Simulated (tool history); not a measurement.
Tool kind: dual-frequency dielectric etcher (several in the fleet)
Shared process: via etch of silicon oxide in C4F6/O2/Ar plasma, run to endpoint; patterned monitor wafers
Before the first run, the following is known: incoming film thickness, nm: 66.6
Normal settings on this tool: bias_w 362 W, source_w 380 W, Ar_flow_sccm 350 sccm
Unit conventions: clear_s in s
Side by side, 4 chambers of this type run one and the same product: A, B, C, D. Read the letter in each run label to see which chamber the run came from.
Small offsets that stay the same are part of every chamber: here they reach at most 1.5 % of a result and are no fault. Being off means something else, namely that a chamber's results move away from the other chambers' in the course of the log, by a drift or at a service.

run	hour	bias_w	source_w	Ar_flow_sccm	clear_s
1A	9.4	362	380	350	17.033
2B	17.6	362	380	350	16.809
3C	28.9	362	380	350	17.14
4D	34.6	362	380	350	16.955
5D	41.6	362	380	350	16.891
6A	48.1	362	380	350	16.981
# hour 56.2: chamber C: wet clean of the chamber
7B	58.7	362	380	350	16.863
8C	66.1	362	380	350	17.144
9D	71.9	362	380	350	17.014
10C	77.4	362	380	350	17.125
11A	84.8	362	380	350	17.035
12B	91.4	362	380	419	17.14
13D	97.4	362	380	419	17.234
14B	105.7	362	380	419	17.167
15A	114.2	362	380	419	17.373
16C	124.9	362	380	350	17.116
# hour 129.2: chamber A: wet clean of the chamber
17C	132.1	362	380	350	17.067
18A	139.2	362	380	350	16.932
19D	147.7	362	380	350	16.999
20B	157.4	362	380	350	16.934
21A	164.6	362	380	350	16.932
22D	172.5	400	380	321	16.254
23C	182.6	400	380	321	16.414
24B	187.5	400	380	321	16.168
25B	195.8	400	380	321	16.107
26D	205.7	362	380	350	16.926
27A	213.9	362	380	350	16.962

Next, every chamber runs the same settings. What will each give?
28A	221.9	362	380	350	?
28B	221.9	362	380	350	?
28C	221.9	362	380	350	?
28D	221.9	362	380	350	?

run	clear_s
28A	16.935
28B	16.916
28C	17.13
28D	17.018

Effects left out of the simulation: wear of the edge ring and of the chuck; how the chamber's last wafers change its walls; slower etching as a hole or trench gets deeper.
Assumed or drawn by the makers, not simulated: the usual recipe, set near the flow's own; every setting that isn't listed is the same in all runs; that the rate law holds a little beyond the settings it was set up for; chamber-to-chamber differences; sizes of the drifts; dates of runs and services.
